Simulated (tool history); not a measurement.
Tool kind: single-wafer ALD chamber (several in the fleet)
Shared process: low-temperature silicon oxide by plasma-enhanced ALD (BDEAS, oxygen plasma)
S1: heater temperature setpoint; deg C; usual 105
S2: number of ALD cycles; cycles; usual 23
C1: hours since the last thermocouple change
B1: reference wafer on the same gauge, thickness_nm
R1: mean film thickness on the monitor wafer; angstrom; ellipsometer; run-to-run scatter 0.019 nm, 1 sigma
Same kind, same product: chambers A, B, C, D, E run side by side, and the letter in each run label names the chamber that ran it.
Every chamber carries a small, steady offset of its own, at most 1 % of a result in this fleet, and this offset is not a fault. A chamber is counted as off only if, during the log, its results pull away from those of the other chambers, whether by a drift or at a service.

| run | hour | S1 | S2 | C1 | B1 | R1 |
|---|---|---|---|---|---|---|
|  | 7.5 | chamber E: thermocouple changed; heater temperature recalibrated |
| 1E | 8 | 105 | 23 | 0.5 | 3.2948 | 32.289 |
| 2C | 17.2 | 105 | 23 | 463.4 | 3.3034 | 32.382 |
| 3B | 26.3 | 105 | 23 | 1726.5 | 3.302 | 32.496 |
| 4D | 38.4 | 105 | 23 | 953 | 3.3054 | 32.557 |
| 5A | 46.4 | 105 | 23 | 973.9 | 3.2992 | 32.497 |
| 6C | 58.1 | 105 | 23 | 504.3 | 3.3001 | 32.783 |
| 7B | 66.3 | 105 | 23 | 1766.5 | 3.296 | 32.532 |
| 8A | 73.3 | 105 | 23 | 1000.8 | 3.2968 | 32.474 |
| 9E | 86.4 | 120 | 21 | 78.9 | 3.2979 | 28.482 |
| 10D | 95.1 | 120 | 21 | 1009.7 | 3.2968 | 29.288 |
| 11C | 102.9 | 120 | 21 | 549.1 | 3.3002 | 29.161 |
| 12B | 115.8 | 120 | 21 | 1816 | 3.3038 | 28.609 |
| 13D | 131.1 | 120 | 21 | 1045.7 | 3.298 | 28.992 |
| 14E | 144.3 | 105 | 23 | 136.8 | 3.304 | 32.33 |
| 15A | 153.6 | 105 | 23 | 1081.1 | 3.3026 | 32.449 |
| 16B | 164.1 | 105 | 23 | 1864.3 | 3.2966 | 32.041 |
| 17E | 171.2 | 105 | 23 | 163.7 | 3.2995 | 32.449 |
| 18D | 186.8 | 105 | 23 | 1101.4 | 3.2965 | 32.462 |
| 19C | 198.1 | 112 | 23 | 644.3 | 3.3007 | 31.987 |
| 20A | 206.5 | 112 | 23 | 1134 | 3.3005 | 32.238 |
| 21C | 219 | 112 | 23 | 665.2 | 3.2976 | 32.299 |
| 22B | 227.1 | 112 | 23 | 1927.3 | 3.2992 | 31.88 |
| 23A | 238.3 | 112 | 23 | 1165.8 | 3.2961 | 31.635 |
| 24D | 253.5 | 105 | 23 | 1168.1 | 3.3046 | 32.985 |
| 25E | 260.6 | 105 | 23 | 253.1 | 3.3013 | 32.121 |
| 26B | 268.5 | 118 | 23 | 1968.7 | 3.2962 | 31.709 |
| 27D | 276.6 | 118 | 23 | 1191.2 | 3.3022 | 31.694 |
| 28C | 283.6 | 118 | 23 | 729.8 | 3.2947 | 31.819 |
| 29A | 298.3 | 118 | 23 | 1225.8 | 3.3003 | 31.762 |
| 30E | 306.6 | 118 | 23 | 299.1 | 3.3023 | 31.355 |
| 31B | 314.3 | 95 | 19 | 2014.5 | 3.3026 | 27.572 |
| 32D | 329.6 | 95 | 19 | 1244.2 | 3.2993 | 27.852 |
| 33C | 339.3 | 95 | 19 | 785.5 | 3.2963 | 27.486 |
| 34A | 348.9 | 95 | 19 | 1276.4 | 3.3016 | 27.542 |
| 35E | 362.8 | 95 | 19 | 355.3 | 3.2986 | 27.574 |
| 36B | 375.2 | 105 | 23 | 2075.4 | 3.3 | 32.387 |
| 37C | 387.5 | 105 | 23 | 833.7 | 3.301 | 32.211 |

One chamber off, gauge drift, or nothing amiss beyond the chambers' own small offsets? If it is a chamber, which one, and what is the likeliest cause?

No chamber is off and the gauge is stable; the differences are just each chamber's small, constant offset.
